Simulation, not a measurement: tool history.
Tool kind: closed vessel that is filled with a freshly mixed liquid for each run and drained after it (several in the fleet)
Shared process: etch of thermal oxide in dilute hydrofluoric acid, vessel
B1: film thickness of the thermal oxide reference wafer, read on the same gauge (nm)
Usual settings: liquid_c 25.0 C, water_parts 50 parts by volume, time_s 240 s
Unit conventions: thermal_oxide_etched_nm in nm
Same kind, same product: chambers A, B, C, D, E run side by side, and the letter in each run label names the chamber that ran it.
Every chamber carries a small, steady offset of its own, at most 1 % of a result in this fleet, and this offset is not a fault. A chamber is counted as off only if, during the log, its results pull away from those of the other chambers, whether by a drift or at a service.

run 1A hour=6.5 | liquid_c=25.0 water_parts=50 time_s=240 | B1=120.00 | thermal_oxide_etched_nm=26.714
run 2B hour=15.9 | liquid_c=25.0 water_parts=50 time_s=240 | B1=120.01 | thermal_oxide_etched_nm=26.757
run 3C hour=23.9 | liquid_c=25.0 water_parts=50 time_s=240 | B1=119.99 | thermal_oxide_etched_nm=26.697
run 4E hour=30.2 | liquid_c=25.0 water_parts=50 time_s=240 | B1=119.99 | thermal_oxide_etched_nm=27.037
run 5D hour=37.7 | liquid_c=23.0 water_parts=50 time_s=315 | B1=120.00 | thermal_oxide_etched_nm=32.257
run 6C hour=43.3 | liquid_c=23.0 water_parts=50 time_s=315 | B1=120.00 | thermal_oxide_etched_nm=32.393
run 7A hour=51.7 | liquid_c=23.0 water_parts=50 time_s=315 | B1=120.00 | thermal_oxide_etched_nm=31.989
run 8E hour=56.9 | liquid_c=23.0 water_parts=50 time_s=315 | B1=119.98 | thermal_oxide_etched_nm=32.235
run 9B hour=65.9 | liquid_c=23.0 water_parts=50 time_s=315 | B1=120.00 | thermal_oxide_etched_nm=32.384
run 10D hour=72.9 | liquid_c=25.0 water_parts=50 time_s=240 | B1=119.99 | thermal_oxide_etched_nm=26.900
run 11A hour=79.2 | liquid_c=25.0 water_parts=50 time_s=240 | B1=120.00 | thermal_oxide_etched_nm=26.480
run 12C hour=85.0 | liquid_c=25.0 water_parts=50 time_s=240 | B1=120.01 | thermal_oxide_etched_nm=26.759
run 13B hour=89.6 | liquid_c=25.0 water_parts=50 time_s=240 | B1=119.99 | thermal_oxide_etched_nm=26.968
run 14D hour=98.3 | liquid_c=25.0 water_parts=50 time_s=240 | B1=120.01 | thermal_oxide_etched_nm=26.731
run 15E hour=107.7 | liquid_c=25.0 water_parts=50 time_s=240 | B1=120.01 | thermal_oxide_etched_nm=26.890
run 16A hour=114.8 | liquid_c=25.0 water_parts=50 time_s=240 | B1=120.01 | thermal_oxide_etched_nm=26.595
run 17B hour=124.6 | liquid_c=28.0 water_parts=50 time_s=355 | B1=119.98 | thermal_oxide_etched_nm=45.183
run 18D hour=130.5 | liquid_c=28.0 water_parts=50 time_s=355 | B1=120.00 | thermal_oxide_etched_nm=44.825
run 19C hour=138.7 | liquid_c=28.0 water_parts=50 time_s=355 | B1=120.01 | thermal_oxide_etched_nm=44.482
run 20E hour=143.3 | liquid_c=28.0 water_parts=50 time_s=355 | B1=119.99 | thermal_oxide_etched_nm=45.213
run 21E hour=148.5 | liquid_c=28.0 water_parts=50 time_s=355 | B1=120.00 | thermal_oxide_etched_nm=45.413
-- hour=150.7 chamber B: hydrofluoric acid flow meter replaced
run 22B hour=157.4 | liquid_c=25.0 water_parts=50 time_s=240 | B1=120.00 | thermal_oxide_etched_nm=26.795
run 23D hour=164.5 | liquid_c=25.0 water_parts=50 time_s=240 | B1=120.01 | thermal_oxide_etched_nm=26.938
run 24C hour=170.0 | liquid_c=25.0 water_parts=50 time_s=240 | B1=120.01 | thermal_oxide_etched_nm=26.769
run 25A hour=178.9 | liquid_c=25.0 water_parts=50 time_s=240 | B1=120.00 | thermal_oxide_etched_nm=26.649
run 26A hour=184.3 | liquid_c=25.0 water_parts=50 time_s=240 | B1=120.00 | thermal_oxide_etched_nm=26.614
run 27C hour=191.5 | liquid_c=25.0 water_parts=50 time_s=240 | B1=120.00 | thermal_oxide_etched_nm=26.455
run 28D hour=199.2 | liquid_c=25.0 water_parts=50 time_s=240 | B1=120.01 | thermal_oxide_etched_nm=26.500
run 29E hour=207.6 | liquid_c=25.0 water_parts=50 time_s=240 | B1=120.00 | thermal_oxide_etched_nm=26.833
run 30B hour=212.9 | liquid_c=25.0 water_parts=50 time_s=240 | B1=120.01 | thermal_oxide_etched_nm=26.812
run 31A hour=218.0 | liquid_c=25.0 water_parts=50 time_s=240 | B1=120.01 | thermal_oxide_etched_nm=26.092

The same settings go to every chamber for the next run, one line per chamber below. Forecast the results for each:
run 32A hour=225.3 | liquid_c=21.5 water_parts=50 time_s=240 | thermal_oxide_etched_nm=?
run 32B hour=225.3 | liquid_c=21.5 water_parts=50 time_s=240 | thermal_oxide_etched_nm=?
run 32C hour=225.3 | liquid_c=21.5 water_parts=50 time_s=240 | thermal_oxide_etched_nm=?
run 32D hour=225.3 | liquid_c=21.5 water_parts=50 time_s=240 | thermal_oxide_etched_nm=?
run 32E hour=225.3 | liquid_c=21.5 water_parts=50 time_s=240 | thermal_oxide_etched_nm=?

run=32A thermal_oxide_etched_nm=22.967
run=32B thermal_oxide_etched_nm=22.795
run=32C thermal_oxide_etched_nm=23.075
run=32D thermal_oxide_etched_nm=23.048
run=32E thermal_oxide_etched_nm=23.397

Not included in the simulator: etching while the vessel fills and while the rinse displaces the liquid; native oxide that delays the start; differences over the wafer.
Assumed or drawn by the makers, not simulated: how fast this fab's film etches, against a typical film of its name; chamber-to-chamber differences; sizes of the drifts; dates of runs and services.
